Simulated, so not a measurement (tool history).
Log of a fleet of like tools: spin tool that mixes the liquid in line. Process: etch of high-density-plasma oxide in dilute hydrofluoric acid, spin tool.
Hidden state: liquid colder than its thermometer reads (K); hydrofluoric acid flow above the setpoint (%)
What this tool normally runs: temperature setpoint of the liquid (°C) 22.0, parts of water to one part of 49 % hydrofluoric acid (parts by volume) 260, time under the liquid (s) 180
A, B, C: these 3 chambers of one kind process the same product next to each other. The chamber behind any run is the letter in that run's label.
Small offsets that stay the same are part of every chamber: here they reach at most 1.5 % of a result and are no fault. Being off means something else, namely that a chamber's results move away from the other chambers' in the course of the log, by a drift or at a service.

run   hour  temperature setpoint of the liquid (°C)  parts of water to one part of 49 % hydrofluoric acid (parts by volume)  time under the liquid (s)  hours since the thermometer was replaced  hours since the hydrofluoric acid flow meter was replaced  read-back film thickness of the high-density-plasma oxide reference wafer, read on the same gauge (nm)  thickness taken off the high-density-plasma oxide on a monitor wafer (nm)
 1B    4.9                                     22.0                                                                     260                        180                                    1910.6                                                     1393.9                                                                                                  130.02                                                                     3.2209
 2C   14.2                                     22.0                                                                     260                        180                                    1856.9                                                      488.6                                                                                                  129.98                                                                     3.1699
 3A   25.1                                     22.0                                                                     260                        180                                    1658.2                                                      410.3                                                                                                  129.98                                                                     3.2799
 4B   30.7                                     22.0                                                                     260                        180                                    1936.4                                                     1419.7                                                                                                  129.96                                                                     3.2249
 5C   38.2                                     25.0                                                                     260                        180                                    1880.9                                                      512.6                                                                                                  130.01                                                                     3.5757
 6A   44.9                                     25.0                                                                     260                        180                                    1678.0                                                      430.1                                                                                                  129.95                                                                     3.6203
 7C   50.6                                     25.0                                                                     260                        180                                    1893.3                                                      525.0                                                                                                  129.99                                                                     3.5314
 8A   57.4                                     22.0                                                                     260                        180                                    1690.5                                                      442.6                                                                                                  130.00                                                                     3.2224
 9B   66.1                                     22.0                                                                     260                        180                                    1971.8                                                     1455.1                                                                                                  130.04                                                                     3.2650
10C   76.0                                     22.0                                                                     260                        180                                    1918.7                                                      550.4                                                                                                  129.97                                                                     3.1558
11A   83.5                                     22.0                                                                     260                        180                                    1716.6                                                      468.7                                                                                                  130.02                                                                     3.1911
12B   93.4                                     22.0                                                                     260                        180                                    1999.1                                                     1482.4                                                                                                  130.02                                                                     3.2183
13A  101.9                                     22.0                                                                     260                        180                                    1735.0                                                      487.1                                                                                                  129.98                                                                     3.1726
14B  108.9                                     22.0                                                                     260                        180                                    2014.6                                                     1497.9                                                                                                  130.04                                                                     3.2872
15C  118.5                                     22.0                                                                     260                        180                                    1961.2                                                      592.9                                                                                                  130.03                                                                     3.1452
16A  125.2                                     22.0                                                                     260                        180                                    1758.3                                                      510.4                                                                                                  130.01                                                                     3.2294
17C  135.3                                     22.0                                                                     375                        180                                    1978.0                                                      609.7                                                                                                  130.00                                                                     1.9676
18B  146.1                                     22.0                                                                     375                        180                                    2051.8                                                     1535.1                                                                                                  129.97                                                                     2.0464
19C  152.5                                     22.0                                                                     375                        180                                    1995.2                                                      626.9                                                                                                  130.05                                                                     1.9439
20A  157.7                                     22.0                                                                     260                        180                                    1790.8                                                      542.9                                                                                                  129.99                                                                     3.2566
21B  165.0                                     17.5                                                                     260                        100                                    2070.7                                                     1554.0                                                                                                  129.95                                                                     1.5039
     165.2  -- chamber C: hydrofluoric acid flow meter replaced
22C  176.0                                     17.5                                                                     260                        100                                    2018.7                                                       10.9                                                                                                  130.01                                                                     1.4770
     176.9  -- chamber B: hydrofluoric acid flow meter replaced
23A  184.5                                     17.5                                                                     260                        100                                    1817.6                                                      569.7                                                                                                  129.99                                                                     1.5025
24B  189.9                                     22.0                                                                     260                        180                                    2095.6                                                       13.1                                                                                                  130.01                                                                     3.2228
25B  199.4                                     22.0                                                                     260                        180                                    2105.1                                                       22.6                                                                                                  129.98                                                                     3.2014
26A  210.1                                     22.0                                                                     260                        180                                    1843.2                                                      595.3                                                                                                  130.02                                                                     3.2001
27C  215.0                                     22.0                                                                     260                        180                                    2057.7                                                       49.9                                                                                                  130.00                                                                     3.1594
28A  224.8                                     22.0                                                                     260                        180                                    1857.9                                                      610.0                                                                                                  129.99                                                                     3.2302

All chambers now run identical settings, listed one chamber a line with results as question marks. What results will each chamber show?
29A  232.9                                     22.0                                                                     260                        180                                                                                                                                                                                                                                                                                       ?
29B  232.9                                     22.0                                                                     260                        180                                                                                                                                                                                                                                                                                       ?
29C  232.9                                     22.0                                                                     260                        180                                                                                                                                                                                                                                                                                       ?

run  thickness taken off the high-density-plasma oxide on a monitor wafer (nm)
29A                                                                     3.2273
29B                                                                     3.2607
29C                                                                     3.1424

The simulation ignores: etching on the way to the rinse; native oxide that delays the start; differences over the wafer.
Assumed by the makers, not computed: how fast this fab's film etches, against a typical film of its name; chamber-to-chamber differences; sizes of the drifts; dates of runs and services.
